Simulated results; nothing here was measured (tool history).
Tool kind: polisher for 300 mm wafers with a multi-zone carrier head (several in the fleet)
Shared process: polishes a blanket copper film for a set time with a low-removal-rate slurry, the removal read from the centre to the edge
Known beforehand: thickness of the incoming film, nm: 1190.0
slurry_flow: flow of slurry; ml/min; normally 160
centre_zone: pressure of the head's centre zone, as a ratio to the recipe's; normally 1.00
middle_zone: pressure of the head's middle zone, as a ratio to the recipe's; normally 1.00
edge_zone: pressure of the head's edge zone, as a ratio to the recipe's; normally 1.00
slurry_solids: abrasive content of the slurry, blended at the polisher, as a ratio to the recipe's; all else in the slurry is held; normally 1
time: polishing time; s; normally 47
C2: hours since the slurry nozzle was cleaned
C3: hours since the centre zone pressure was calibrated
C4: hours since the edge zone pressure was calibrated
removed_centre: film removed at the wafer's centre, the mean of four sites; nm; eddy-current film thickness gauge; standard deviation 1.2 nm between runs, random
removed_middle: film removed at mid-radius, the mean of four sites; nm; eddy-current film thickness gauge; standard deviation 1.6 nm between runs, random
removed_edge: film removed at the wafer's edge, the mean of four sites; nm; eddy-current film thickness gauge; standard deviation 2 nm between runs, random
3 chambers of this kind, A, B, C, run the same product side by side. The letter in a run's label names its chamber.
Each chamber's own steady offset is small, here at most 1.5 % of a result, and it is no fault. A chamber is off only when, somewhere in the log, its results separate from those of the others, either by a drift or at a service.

Run 1A, hour 3.5: usual settings; wafers polished on this pad 439; C2 37.6; C3 178.7; C4 917.4. Result: removed_centre 137.03 nm, removed_middle 133.47 nm, removed_edge 141.43 nm.
Run 2C, hour 6.9: usual settings; wafers polished on this pad 607; C2 144.8; C3 1288.1; C4 232.0. Result: removed_centre 134.82 nm, removed_middle 136.17 nm, removed_edge 135.19 nm.
Run 3B, hour 9.3: usual settings; wafers polished on this pad 463; C2 46.8; C3 105.5; C4 90.4. Result: removed_centre 137.70 nm, removed_middle 138.58 nm, removed_edge 136.32 nm.
Run 4C, hour 12.6: usual settings; wafers polished on this pad 687; C2 150.5; C3 1293.8; C4 237.7. Result: removed_centre 137.40 nm, removed_middle 137.26 nm, removed_edge 137.29 nm.
Run 5A, hour 16.8: usual settings; wafers polished on this pad 627; C2 50.9; C3 192.0; C4 930.7. Result: removed_centre 138.64 nm, removed_middle 136.46 nm, removed_edge 135.30 nm.
Run 6B, hour 19.4: usual settings; wafers polished on this pad 605; C2 56.9; C3 115.6; C4 100.5. Result: removed_centre 138.71 nm, removed_middle 136.93 nm, removed_edge 138.11 nm.
Run 7C, hour 22.1: usual settings; wafers polished on this pad 821; C2 160.0; C3 1303.3; C4 247.2. Result: removed_centre 135.65 nm, removed_middle 132.75 nm, removed_edge 139.60 nm.
At hour 22.6: chamber B: worn pad replaced by a new one.
Run 8A, hour 26.6: usual settings; wafers polished on this pad 765; C2 60.7; C3 201.8; C4 940.5. Result: removed_centre 135.12 nm, removed_middle 134.70 nm, removed_edge 135.40 nm.
Run 9B, hour 29.3: usual settings; wafers polished on this pad 94; C2 66.8; C3 125.5; C4 110.4. Result: removed_centre 136.82 nm, removed_middle 140.37 nm, removed_edge 134.88 nm.
Run 10B, hour 33.0: usual settings but centre_zone 0.96; wafers polished on this pad 146; C2 70.5; C3 129.2; C4 114.1. Result: removed_centre 133.11 nm, removed_middle 136.00 nm, removed_edge 136.07 nm.
Run 11A, hour 36.0: usual settings but centre_zone 0.96; wafers polished on this pad 897; C2 70.1; C3 211.2; C4 949.9. Result: removed_centre 130.82 nm, removed_middle 135.20 nm, removed_edge 139.25 nm.
Run 12C, hour 38.7: usual settings but centre_zone 0.96; wafers polished on this pad 1055; C2 176.6; C3 1319.9; C4 263.8. Result: removed_centre 129.89 nm, removed_middle 135.01 nm, removed_edge 133.70 nm.
Run 13A, hour 42.0: usual settings; wafers polished on this pad 982; C2 76.1; C3 217.2; C4 955.9. Result: removed_centre 137.27 nm, removed_middle 135.10 nm, removed_edge 137.72 nm.
Run 14B, hour 47.1: usual settings; wafers polished on this pad 345; C2 84.6; C3 143.3; C4 128.2. Result: removed_centre 136.92 nm, removed_middle 139.86 nm, removed_edge 139.83 nm.
At hour 47.9: chamber A: worn pad replaced by a new one.
Run 15C, hour 49.4: usual settings but slurry_flow 140 ml/min, middle_zone 0.92; wafers polished on this pad 1206; C2 187.3; C3 1330.6; C4 274.5. Result: removed_centre 130.16 nm, removed_middle 120.51 nm, removed_edge 130.60 nm.
Run 16B, hour 53.1: usual settings but slurry_flow 140 ml/min, middle_zone 0.92; wafers polished on this pad 429; C2 90.6; C3 149.3; C4 134.2. Result: removed_centre 133.05 nm, removed_middle 127.60 nm, removed_edge 134.35 nm.
At hour 56.8: chamber C: centre zone pressure recalibrated.
Run 17A, hour 57.5: usual settings but slurry_flow 140 ml/min, middle_zone 0.92; wafers polished on this pad 135; C2 91.6; C3 232.7; C4 971.4. Result: removed_centre 134.31 nm, removed_middle 124.52 nm, removed_edge 138.14 nm.
Run 18C, hour 61.6: usual settings but edge_zone 0.92; wafers polished on this pad 1378; C2 199.5; C3 4.8; C4 286.7. Result: removed_centre 132.02 nm, removed_middle 131.91 nm, removed_edge 129.61 nm.
Run 19A, hour 64.5: usual settings but edge_zone 0.92; wafers polished on this pad 234; C2 98.6; C3 239.7; C4 978.4. Result: removed_centre 134.13 nm, removed_middle 136.80 nm, removed_edge 132.79 nm.
Run 20C, hour 68.4: usual settings but edge_zone 0.92; wafers polished on this pad 1473; C2 206.3; C3 11.6; C4 293.5. Result: removed_centre 131.19 nm, removed_middle 128.90 nm, removed_edge 129.97 nm.
At hour 69.3: chamber B: worn pad replaced by a new one.
Run 21B, hour 72.2: usual settings; wafers polished on this pad 41; C2 109.7; C3 168.4; C4 153.3. Result: removed_centre 137.42 nm, removed_middle 140.30 nm, removed_edge 139.77 nm.
Run 22C, hour 75.5: usual settings; wafers polished on this pad 1573; C2 213.4; C3 18.7; C4 300.6. Result: removed_centre 130.22 nm, removed_middle 130.07 nm, removed_edge 130.38 nm.
Run 23B, hour 80.4: usual settings; wafers polished on this pad 156; C2 117.9; C3 176.6; C4 161.5. Result: removed_centre 138.29 nm, removed_middle 140.65 nm, removed_edge 138.61 nm.
Run 24A, hour 85.0: usual settings; wafers polished on this pad 523; C2 119.1; C3 260.2; C4 998.9. Result: removed_centre 137.34 nm, removed_middle 135.45 nm, removed_edge 137.64 nm.
Run 25B, hour 88.9: usual settings but centre_zone 0.95, time 56 s; wafers polished on this pad 276; C2 126.4; C3 185.1; C4 170.0. Result: removed_centre 155.34 nm, removed_middle 165.43 nm, removed_edge 162.22 nm.
Run 26C, hour 93.8: usual settings but centre_zone 0.95, time 56 s; wafers polished on this pad 1831; C2 231.7; C3 37.0; C4 318.9. Result: removed_centre 146.08 nm, removed_middle 153.48 nm, removed_edge 156.26 nm.
Run 27A, hour 98.1: usual settings but centre_zone 0.95, time 56 s; wafers polished on this pad 707; C2 132.2; C3 273.3; C4 1012.0. Result: removed_centre 151.86 nm, removed_middle 160.09 nm, removed_edge 168.68 nm.
Run 28A, hour 101.1: usual settings; wafers polished on this pad 749; C2 135.2; C3 276.3; C4 1015.0. Result: removed_centre 135.57 nm, removed_middle 131.81 nm, removed_edge 140.05 nm.
Run 29C, hour 103.7: usual settings; wafers polished on this pad 1971; C2 241.6; C3 46.9; C4 328.8. Result: removed_centre 128.55 nm, removed_middle 128.84 nm, removed_edge 131.35 nm.
At hour 104.8: chamber C: slurry nozzle cleaned.
Run 30B, hour 106.4: usual settings; wafers polished on this pad 522; C2 143.9; C3 202.6; C4 187.5. Result: removed_centre 134.90 nm, removed_middle 134.45 nm, removed_edge 136.73 nm.
Run 31A, hour 110.4: usual settings; wafers polished on this pad 880; C2 144.5; C3 285.6; C4 1024.3. Result: removed_centre 135.79 nm, removed_middle 134.49 nm, removed_edge 137.49 nm.
At hour 114.7: chamber B: worn pad replaced by a new one.
Run 32B, hour 115.3: usual settings; wafers polished on this pad 9; C2 152.8; C3 211.5; C4 196.4. Result: removed_centre 138.06 nm, removed_middle 140.30 nm, removed_edge 138.37 nm.
Run 33C, hour 119.8: usual settings; wafers polished on this pad 2197; C2 15.1; C3 63.0; C4 344.9. Result: removed_centre 126.39 nm, removed_middle 126.58 nm, removed_edge 122.98 nm.
At hour 124.1: chamber C: edge zone pressure recalibrated.
Run 34B, hour 124.7: usual settings but middle_zone 1.09; wafers polished on this pad 141; C2 162.2; C3 220.9; C4 205.8. Result: removed_centre 139.48 nm, removed_middle 150.05 nm, removed_edge 131.40 nm.
Run 35C, hour 128.3: usual settings but middle_zone 1.09; wafers polished on this pad 2317; C2 23.6; C3 71.5; C4 4.3. Result: removed_centre 125.42 nm, removed_middle 135.18 nm, removed_edge 127.20 nm.

All chambers now run identical settings, listed one chamber a line with results as question marks. What results will each chamber show?
Run 36A, hour 132.0: usual settings but centre_zone 1.06. Result: removed_centre ?, removed_middle ?, removed_edge ?.
Run 36B, hour 132.0: usual settings but centre_zone 1.06. Result: removed_centre ?, removed_middle ?, removed_edge ?.
Run 36C, hour 132.0: usual settings but centre_zone 1.06. Result: removed_centre ?, removed_middle ?, removed_edge ?.

run  removed_centre  removed_middle  removed_edge
36A          144.52          135.07        139.17
36B          146.64          141.90        136.08
36C          133.60          126.55        129.36

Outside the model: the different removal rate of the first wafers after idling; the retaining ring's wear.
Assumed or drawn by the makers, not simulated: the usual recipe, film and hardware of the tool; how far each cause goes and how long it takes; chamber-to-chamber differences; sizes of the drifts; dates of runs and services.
